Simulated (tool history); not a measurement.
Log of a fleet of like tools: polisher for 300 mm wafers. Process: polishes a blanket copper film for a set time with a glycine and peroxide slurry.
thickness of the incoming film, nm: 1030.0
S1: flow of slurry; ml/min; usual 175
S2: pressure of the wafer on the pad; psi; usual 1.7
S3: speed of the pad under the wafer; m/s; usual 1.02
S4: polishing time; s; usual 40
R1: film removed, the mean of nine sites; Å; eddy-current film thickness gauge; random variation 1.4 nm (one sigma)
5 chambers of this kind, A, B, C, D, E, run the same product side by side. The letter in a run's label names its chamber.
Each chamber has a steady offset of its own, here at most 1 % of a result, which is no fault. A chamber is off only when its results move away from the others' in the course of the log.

run   hour   S1   S2    S3  S4      R1
       3.9  -- chamber C: worn pad replaced by a new one
 1A    7.2  175  1.7  1.02  40  1370.1
 2D   15.4  175  1.7  1.02  40    1419
 3E   22.7  175  1.7  1.02  40  1390.3
 4B   37.1  175  1.7  1.02  40  1398.4
 5C     45  175  1.7  1.02  40  1388.4
      55.5  -- chamber B: worn pad replaced by a new one
 6D     56  175  1.7  1.02  40  1411.4
 7E   64.5  175  1.7  1.02  40    1365
      68.2  -- chamber A: worn pad replaced by a new one
 8B   72.9  175  1.7  1.02  40  1404.7
      76.2  -- chamber D: worn pad replaced by a new one
 9C   81.5  175  1.7  1.02  40  1406.8
10A   89.2  175  1.7  1.02  32  1133.5
        99  -- chamber E: slurry nozzle cleaned
11C   99.5  175  1.7  1.02  32  1107.8
     103.3  -- chamber C: slurry nozzle cleaned
12E  113.1  175  1.7  1.02  32  1126.6
     114.1  -- chamber C: head pressure recalibrated
     117.4  -- chamber A: slurry nozzle cleaned
     120.5  -- chamber E: worn pad replaced by a new one
13D  124.3  175  1.7  1.02  32  1131.6
     128.7  -- chamber B: worn pad replaced by a new one
     131.5  -- chamber B: slurry nozzle cleaned
14A  137.6  175  1.7  1.02  32  1122.8
15B  145.5  175  1.7  1.02  40  1416.4
16B  157.3  175  1.7  1.02  40  1402.8
17C  164.6  175  1.2  1.02  40  1001.6
     165.5  -- chamber C: worn pad replaced by a new one
18D  176.7  175  1.2  1.02  40  1098.6
19A  185.9  175  1.2  1.02  40  1103.4
20E  194.1  175  1.2  1.02  40  1091.5
     196.4  -- chamber A: worn pad replaced by a new one
21C  201.5  175  1.2  1.02  40  1001.9
     207.2  -- chamber B: worn pad replaced by a new one
22E  215.2  175  1.7  1.02  40  1406.3
23D  222.4  175  1.7  1.02  40  1383.6
     226.7  -- chamber D: worn pad replaced by a new one
24A  234.9  175  1.7  1.02  40  1406.9
       245  -- chamber E: worn pad replaced by a new one
25B  246.5  175  1.7  1.02  40  1402.9
26D  259.6  210  1.4  1.02  40  1248.3
27B  271.6  210  1.4  1.02  40  1241.6
28C    279  210  1.4  1.02  40    1139
     279.9  -- chamber B: worn pad replaced by a new one
     286.7  -- chamber E: head pressure recalibrated
     291.4  -- chamber C: worn pad replaced by a new one
29E  291.8  210  1.4  1.02  40  1252.7
30A  299.3  210  1.4  1.02  40  1239.3
     307.5  -- chamber A: worn pad replaced by a new one
31E  313.7  175  1.7  1.02  40  1389.6
32A  322.6  175  1.7  1.02  40  1405.3
     324.5  -- chamber D: head pressure recalibrated
33D  335.2  175  1.7  1.34  40  1736.9
34C  342.9  175  1.7  1.34  40  1569.9
35B  357.6  175  1.7  1.34  40  1728.7
     362.6  -- chamber A: slurry nozzle cleaned
36E  365.7  175  1.7  1.34  40  1717.4
37A  379.7  175  1.7  1.34  40  1737.5

Next, every chamber runs the same settings. What will each give?
38A  390.4  175  1.7  1.02  52   ?
38B  390.4  175  1.7  1.02  52   ?
38C  390.4  175  1.7  1.02  52   ?
38D  390.4  175  1.7  1.02  52   ?
38E  390.4  175  1.7  1.02  52   ?

run      R1
38A  1814.3
38B  1817.1
38C  1648.6
38D  1820.2
38E  1789.5
